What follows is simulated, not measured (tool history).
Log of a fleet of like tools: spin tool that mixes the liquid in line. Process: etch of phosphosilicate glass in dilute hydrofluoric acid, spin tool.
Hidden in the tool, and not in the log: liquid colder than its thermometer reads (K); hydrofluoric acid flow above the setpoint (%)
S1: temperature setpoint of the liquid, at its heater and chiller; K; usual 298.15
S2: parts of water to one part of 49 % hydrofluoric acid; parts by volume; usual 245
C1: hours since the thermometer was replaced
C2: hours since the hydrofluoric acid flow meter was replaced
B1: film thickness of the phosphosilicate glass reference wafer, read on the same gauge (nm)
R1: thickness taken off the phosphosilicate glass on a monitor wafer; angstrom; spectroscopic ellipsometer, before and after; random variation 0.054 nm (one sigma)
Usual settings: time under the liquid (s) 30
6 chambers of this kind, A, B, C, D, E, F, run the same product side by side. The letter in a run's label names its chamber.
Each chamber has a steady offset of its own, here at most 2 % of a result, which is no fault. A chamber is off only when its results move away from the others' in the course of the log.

Run 1E, hour 4.9: usual settings; C1 1251.3; C2 649.9; B1 69.994. Result: R1 105.25 angstrom.
Run 2D, hour 11.2: usual settings; C1 674.8; C2 1444.8; B1 69.991. Result: R1 106.63 angstrom.
Run 3B, hour 17.7: usual settings; C1 1078.4; C2 604; B1 69.998. Result: R1 107.01 angstrom.
Run 4F, hour 22.8: usual settings; C1 1316.4; C2 892.2; B1 69.996. Result: R1 104.14 angstrom.
Run 5A, hour 27.3: usual settings but S1 293.65 K, time under the liquid (s) 40; C1 667.5; C2 1274.6; B1 70.062. Result: R1 121.24 angstrom.
At hour 31: chamber B: thermometer replaced.
Run 6C, hour 34: usual settings but S1 293.65 K, time under the liquid (s) 40; C1 817.3; C2 422.3; B1 69.984. Result: R1 120.84 angstrom.
Run 7F, hour 37.8: usual settings but S1 293.65 K, time under the liquid (s) 40; C1 1331.4; C2 907.2; B1 70.011. Result: R1 118.4 angstrom.
Run 8E, hour 42.5: usual settings but S1 293.65 K, time under the liquid (s) 40; C1 1288.9; C2 687.5; B1 69.997. Result: R1 119.93 angstrom.
Run 9A, hour 46.1: usual settings but S1 293.65 K, time under the liquid (s) 40; C1 686.3; C2 1293.4; B1 69.978. Result: R1 120.13 angstrom.
Run 10D, hour 49.2: usual settings but S1 293.65 K, time under the liquid (s) 40; C1 712.8; C2 1482.8; B1 70.011. Result: R1 120.39 angstrom.
Run 11C, hour 55.9: usual settings; C1 839.2; C2 444.2; B1 70.029. Result: R1 106.34 angstrom.
Run 12B, hour 61.4: usual settings; C1 30.5; C2 647.7; B1 70.046. Result: R1 107.86 angstrom.
Run 13C, hour 67.9: usual settings; C1 851.2; C2 456.2; B1 69.974. Result: R1 105.73 angstrom.
Run 14D, hour 74: usual settings; C1 737.6; C2 1507.6; B1 70.003. Result: R1 106.23 angstrom.
Run 15B, hour 80.5: usual settings; C1 49.6; C2 666.8; B1 69.992. Result: R1 107.84 angstrom.
Run 16E, hour 83.8: usual settings; C1 1330.2; C2 728.8; B1 70.01. Result: R1 105.64 angstrom.
Run 17A, hour 90.7: usual settings; C1 730.9; C2 1338; B1 70.023. Result: R1 106.54 angstrom.
At hour 94.9: chamber B: hydrofluoric acid flow meter replaced.
Run 18F, hour 97.7: usual settings; C1 1391.3; C2 967.1; B1 69.968. Result: R1 103.13 angstrom.
At hour 100.7: chamber E: thermometer replaced.
Run 19F, hour 101.6: usual settings; C1 1395.2; C2 971; B1 70.01. Result: R1 103.58 angstrom.
Run 20B, hour 107.1: usual settings; C1 76.2; C2 12.3; B1 70.004. Result: R1 106.89 angstrom.
Run 21E, hour 112.2: usual settings but S2 345 parts by volume, time under the liquid (s) 20; C1 11.6; C2 757.2; B1 70.007. Result: R1 46.625 angstrom.
Run 22C, hour 115.3: usual settings but S2 345 parts by volume, time under the liquid (s) 20; C1 898.6; C2 503.6; B1 70.033. Result: R1 45.075 angstrom.
Run 23A, hour 121.3: usual settings but S2 345 parts by volume, time under the liquid (s) 20; C1 761.5; C2 1368.6; B1 70.026. Result: R1 45.4 angstrom.
Run 24D, hour 124.7: usual settings but S2 345 parts by volume, time under the liquid (s) 20; C1 788.3; C2 1558.3; B1 70.01. Result: R1 44.867 angstrom.
Run 25A, hour 129.3: usual settings but S2 345 parts by volume, time under the liquid (s) 20; C1 769.5; C2 1376.6; B1 70.034. Result: R1 45.496 angstrom.
Run 26E, hour 133.8: usual settings but S2 345 parts by volume, time under the liquid (s) 20; C1 33.2; C2 778.8; B1 69.987. Result: R1 46.794 angstrom.
Run 27B, hour 139.2: usual settings; C1 108.3; C2 44.4; B1 70.017. Result: R1 107.18 angstrom.
Run 28D, hour 146.2: usual settings; C1 809.8; C2 1579.8; B1 70.005. Result: R1 105.03 angstrom.
Run 29F, hour 150: usual settings; C1 1443.6; C2 1019.4; B1 70.041. Result: R1 104.62 angstrom.
Run 30C, hour 155.1: usual settings; C1 938.4; C2 543.4; B1 69.999. Result: R1 105.1 angstrom.
Run 31D, hour 158.8: usual settings; C1 822.4; C2 1592.4; B1 70.032. Result: R1 105.46 angstrom.
Run 32F, hour 163.5: usual settings but time under the liquid (s) 45; C1 1457.1; C2 1032.9; B1 70.001. Result: R1 156.95 angstrom.
Run 33B, hour 169.5: usual settings but time under the liquid (s) 45; C1 138.6; C2 74.7; B1 70.001. Result: R1 160.09 angstrom.
Run 34E, hour 174.1: usual settings but time under the liquid (s) 45; C1 73.5; C2 819.1; B1 70.003. Result: R1 167.59 angstrom.
Run 35A, hour 179.2: usual settings but time under the liquid (s) 45; C1 819.4; C2 1426.5; B1 70.019. Result: R1 158.85 angstrom.
Run 36C, hour 183.5: usual settings but time under the liquid (s) 45; C1 966.8; C2 571.8; B1 69.974. Result: R1 157.22 angstrom.
Run 37D, hour 189.8: usual settings but time under the liquid (s) 45; C1 853.4; C2 1623.4; B1 70.004. Result: R1 158.72 angstrom.
Run 38E, hour 195.4: usual settings; C1 94.8; C2 840.4; B1 70.023. Result: R1 112.6 angstrom.
Run 39C, hour 200.1: usual settings but time under the liquid (s) 15; C1 983.4; C2 588.4; B1 70.007. Result: R1 52.678 angstrom.
Run 40B, hour 204.1: usual settings but time under the liquid (s) 15; C1 173.2; C2 109.3; B1 69.987. Result: R1 53.609 angstrom.
Run 41A, hour 207.8: usual settings but time under the liquid (s) 15; C1 848; C2 1455.1; B1 69.972. Result: R1 53.059 angstrom.
Run 42F, hour 212.4: usual settings but time under the liquid (s) 15; C1 1506; C2 1081.8; B1 69.97. Result: R1 51.937 angstrom.

Next, every chamber runs the same settings. What will each give?
Run 43A, hour 217.4: usual settings. Result: R1 ?.
Run 43B, hour 217.4: usual settings. Result: R1 ?.
Run 43C, hour 217.4: usual settings. Result: R1 ?.
Run 43D, hour 217.4: usual settings. Result: R1 ?.
Run 43E, hour 217.4: usual settings. Result: R1 ?.
Run 43F, hour 217.4: usual settings. Result: R1 ?.

run      R1
43A  106.71
43B  107.41
43C  105.43
43D  105.42
43E  114.34
43F  104.67
